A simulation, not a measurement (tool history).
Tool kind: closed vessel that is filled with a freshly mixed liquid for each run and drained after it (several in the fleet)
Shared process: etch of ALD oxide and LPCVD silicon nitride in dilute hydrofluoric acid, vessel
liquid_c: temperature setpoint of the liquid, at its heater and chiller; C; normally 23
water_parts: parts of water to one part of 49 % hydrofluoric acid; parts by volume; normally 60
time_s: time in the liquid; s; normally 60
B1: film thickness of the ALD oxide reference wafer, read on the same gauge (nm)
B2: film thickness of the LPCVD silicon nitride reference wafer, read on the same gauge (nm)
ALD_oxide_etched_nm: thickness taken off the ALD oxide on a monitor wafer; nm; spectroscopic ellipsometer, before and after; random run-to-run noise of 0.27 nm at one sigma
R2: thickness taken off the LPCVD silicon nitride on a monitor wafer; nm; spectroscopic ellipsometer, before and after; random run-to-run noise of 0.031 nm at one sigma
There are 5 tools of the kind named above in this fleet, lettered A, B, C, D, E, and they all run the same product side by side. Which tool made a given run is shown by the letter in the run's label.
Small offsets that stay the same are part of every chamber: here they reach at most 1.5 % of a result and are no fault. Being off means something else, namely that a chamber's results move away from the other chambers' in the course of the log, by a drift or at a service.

{"run": "1D", "hour": 9.0, "liquid_c": 23, "water_parts": 60, "time_s": 60, "B1": 89.989, "B2": 110.01, "ALD_oxide_etched_nm": 29.473, "R2": 0.37565}
{"run": "2C", "hour": 19.2, "liquid_c": 23, "water_parts": 60, "time_s": 60, "B1": 90.009, "B2": 110.01, "ALD_oxide_etched_nm": 29.504, "R2": 0.39999}
{"run": "3A", "hour": 31.3, "liquid_c": 23, "water_parts": 60, "time_s": 60, "B1": 90.0, "B2": 109.99, "ALD_oxide_etched_nm": 29.884, "R2": 0.4539}
{"run": "4E", "hour": 41.4, "liquid_c": 23, "water_parts": 60, "time_s": 60, "B1": 90.055, "B2": 110.01, "ALD_oxide_etched_nm": 29.854, "R2": 0.40618}
{"run": "5B", "hour": 52.6, "liquid_c": 23, "water_parts": 60, "time_s": 60, "B1": 89.981, "B2": 109.98, "ALD_oxide_etched_nm": 29.734, "R2": 0.45667}
{"run": "6E", "hour": 59.8, "liquid_c": 23, "water_parts": 60, "time_s": 60, "B1": 89.983, "B2": 110.02, "ALD_oxide_etched_nm": 29.682, "R2": 0.39531}
{"run": "7A", "hour": 69.6, "liquid_c": 23, "water_parts": 85, "time_s": 50, "B1": 90.034, "B2": 110.0, "ALD_oxide_etched_nm": 16.838, "R2": 0.21621}
{"run": "8B", "hour": 81.3, "liquid_c": 23, "water_parts": 85, "time_s": 50, "B1": 90.034, "B2": 110.0, "ALD_oxide_etched_nm": 16.838, "R2": 0.23781}
{"run": "9C", "hour": 92.4, "liquid_c": 23, "water_parts": 85, "time_s": 50, "B1": 89.99, "B2": 110.02, "ALD_oxide_etched_nm": 17.094, "R2": 0.27168}
{"run": "10D", "hour": 101.0, "liquid_c": 23, "water_parts": 85, "time_s": 50, "B1": 89.961, "B2": 110.03, "ALD_oxide_etched_nm": 17.005, "R2": 0.21845}
{"run": "11D", "hour": 107.9, "liquid_c": 23, "water_parts": 85, "time_s": 50, "B1": 90.007, "B2": 109.96, "ALD_oxide_etched_nm": 16.748, "R2": 0.2351}
{"run": "12B", "hour": 120.2, "liquid_c": 23, "water_parts": 60, "time_s": 60, "B1": 89.978, "B2": 110.03, "ALD_oxide_etched_nm": 29.458, "R2": 0.35164}
{"run": "13C", "hour": 126.3, "liquid_c": 23, "water_parts": 60, "time_s": 60, "B1": 89.983, "B2": 110.0, "ALD_oxide_etched_nm": 29.755, "R2": 0.43434}
{"run": "14A", "hour": 132.7, "liquid_c": 23, "water_parts": 60, "time_s": 60, "B1": 90.03, "B2": 110.04, "ALD_oxide_etched_nm": 30.207, "R2": 0.44361}
{"run": "15E", "hour": 143.3, "liquid_c": 23, "water_parts": 60, "time_s": 60, "B1": 90.007, "B2": 109.99, "ALD_oxide_etched_nm": 29.979, "R2": 0.44463}
{"run": "16B", "hour": 151.2, "liquid_c": 23, "water_parts": 60, "time_s": 60, "B1": 89.983, "B2": 110.0, "ALD_oxide_etched_nm": 29.842, "R2": 0.43945}
{"hour": 157.9, "done": "chamber E: hydrofluoric acid flow meter replaced"}
{"run": "17E", "hour": 162.8, "liquid_c": 23, "water_parts": 60, "time_s": 60, "B1": 90.006, "B2": 110.01, "ALD_oxide_etched_nm": 29.433, "R2": 0.45786}
{"run": "18D", "hour": 172.5, "liquid_c": 23, "water_parts": 60, "time_s": 60, "B1": 89.968, "B2": 110.06, "ALD_oxide_etched_nm": 28.885, "R2": 0.44525}
{"run": "19A", "hour": 182.7, "liquid_c": 23, "water_parts": 60, "time_s": 60, "B1": 89.981, "B2": 109.98, "ALD_oxide_etched_nm": 29.688, "R2": 0.38169}
{"run": "20C", "hour": 191.1, "liquid_c": 23, "water_parts": 60, "time_s": 60, "B1": 90.006, "B2": 109.98, "ALD_oxide_etched_nm": 29.937, "R2": 0.41821}
{"hour": 202.7, "done": "chamber C: hydrofluoric acid flow meter replaced"}
{"run": "21C", "hour": 203.2, "liquid_c": 23, "water_parts": 60, "time_s": 60, "B1": 90.0, "B2": 109.96, "ALD_oxide_etched_nm": 29.935, "R2": 0.43326}
{"run": "22E", "hour": 213.0, "liquid_c": 23, "water_parts": 60, "time_s": 60, "B1": 90.002, "B2": 109.96, "ALD_oxide_etched_nm": 29.761, "R2": 0.40687}
{"run": "23B", "hour": 224.3, "liquid_c": 28, "water_parts": 35, "time_s": 60, "B1": 89.974, "B2": 110.04, "ALD_oxide_etched_nm": 64.378, "R2": 0.95531}
{"run": "24A", "hour": 233.3, "liquid_c": 28, "water_parts": 35, "time_s": 60, "B1": 90.019, "B2": 109.96, "ALD_oxide_etched_nm": 65.509, "R2": 0.97323}
{"run": "25D", "hour": 242.8, "liquid_c": 28, "water_parts": 35, "time_s": 60, "B1": 90.01, "B2": 110.05, "ALD_oxide_etched_nm": 63.531, "R2": 0.97447}
{"run": "26A", "hour": 251.8, "liquid_c": 28, "water_parts": 35, "time_s": 60, "B1": 90.003, "B2": 109.96, "ALD_oxide_etched_nm": 64.744, "R2": 0.95192}
{"run": "27D", "hour": 260.0, "liquid_c": 28, "water_parts": 35, "time_s": 60, "B1": 90.01, "B2": 110.01, "ALD_oxide_etched_nm": 64.116, "R2": 0.889}
{"run": "28E", "hour": 271.7, "liquid_c": 23, "water_parts": 60, "time_s": 60, "B1": 90.002, "B2": 110.01, "ALD_oxide_etched_nm": 29.788, "R2": 0.39896}
{"run": "29C", "hour": 279.9, "liquid_c": 27, "water_parts": 50, "time_s": 60, "B1": 90.002, "B2": 109.98, "ALD_oxide_etched_nm": 42.809, "R2": 0.65623}
{"run": "30B", "hour": 289.6, "liquid_c": 27, "water_parts": 50, "time_s": 60, "B1": 89.997, "B2": 109.98, "ALD_oxide_etched_nm": 41.917, "R2": 0.61096}
{"run": "31E", "hour": 300.6, "liquid_c": 27, "water_parts": 50, "time_s": 60, "B1": 89.999, "B2": 109.97, "ALD_oxide_etched_nm": 42.858, "R2": 0.56134}
{"run": "32C", "hour": 306.7, "liquid_c": 27, "water_parts": 50, "time_s": 60, "B1": 90.045, "B2": 110.02, "ALD_oxide_etched_nm": 42.987, "R2": 0.5877}
{"run": "33D", "hour": 317.6, "liquid_c": 27, "water_parts": 50, "time_s": 60, "B1": 90.002, "B2": 110.02, "ALD_oxide_etched_nm": 42.531, "R2": 0.62122}
{"run": "34A", "hour": 324.4, "liquid_c": 23, "water_parts": 60, "time_s": 60, "B1": 89.941, "B2": 110.0, "ALD_oxide_etched_nm": 29.365, "R2": 0.40284}
{"run": "35B", "hour": 335.5, "liquid_c": 23, "water_parts": 60, "time_s": 60, "B1": 90.005, "B2": 109.98, "ALD_oxide_etched_nm": 29.085, "R2": 0.40938}
{"run": "36C", "hour": 341.1, "liquid_c": 23, "water_parts": 60, "time_s": 60, "B1": 89.963, "B2": 109.96, "ALD_oxide_etched_nm": 29.584, "R2": 0.44319}
{"run": "37E", "hour": 350.0, "liquid_c": 23, "water_parts": 60, "time_s": 60, "B1": 90.033, "B2": 110.01, "ALD_oxide_etched_nm": 29.844, "R2": 0.39299}
{"run": "38A", "hour": 356.2, "liquid_c": 23, "water_parts": 60, "time_s": 60, "B1": 90.009, "B2": 110.0, "ALD_oxide_etched_nm": 29.689, "R2": 0.41656}
{"run": "39B", "hour": 365.7, "liquid_c": 23, "water_parts": 60, "time_s": 60, "B1": 89.961, "B2": 109.96, "ALD_oxide_etched_nm": 29.931, "R2": 0.42611}
{"run": "40D", "hour": 374.7, "liquid_c": 23, "water_parts": 60, "time_s": 85, "B1": 89.999, "B2": 109.97, "ALD_oxide_etched_nm": 41.86, "R2": 0.61287}
{"hour": 377.4, "done": "chamber D: hydrofluoric acid flow meter replaced"}
{"run": "41E", "hour": 385.3, "liquid_c": 23, "water_parts": 60, "time_s": 85, "B1": 90.029, "B2": 109.99, "ALD_oxide_etched_nm": 42.092, "R2": 0.6086}
{"run": "42D", "hour": 391.5, "liquid_c": 23, "water_parts": 60, "time_s": 85, "B1": 89.996, "B2": 110.0, "ALD_oxide_etched_nm": 41.696, "R2": 0.57939}

Next, every chamber runs the same settings. What will each give?
{"run": "43A", "hour": 400.6, "liquid_c": 23, "water_parts": 60, "time_s": 60, "ALD_oxide_etched_nm": "?", "R2": "?"}
{"run": "43B", "hour": 400.6, "liquid_c": 23, "water_parts": 60, "time_s": 60, "ALD_oxide_etched_nm": "?", "R2": "?"}
{"run": "43C", "hour": 400.6, "liquid_c": 23, "water_parts": 60, "time_s": 60, "ALD_oxide_etched_nm": "?", "R2": "?"}
{"run": "43D", "hour": 400.6, "liquid_c": 23, "water_parts": 60, "time_s": 60, "ALD_oxide_etched_nm": "?", "R2": "?"}
{"run": "43E", "hour": 400.6, "liquid_c": 23, "water_parts": 60, "time_s": 60, "ALD_oxide_etched_nm": "?", "R2": "?"}

run=43A ALD_oxide_etched_nm=29.950 R2=0.42185
run=43B ALD_oxide_etched_nm=30.140 R2=0.39707
run=43C ALD_oxide_etched_nm=30.077 R2=0.37613
run=43D ALD_oxide_etched_nm=28.850 R2=0.44845
run=43E ALD_oxide_etched_nm=29.724 R2=0.44166
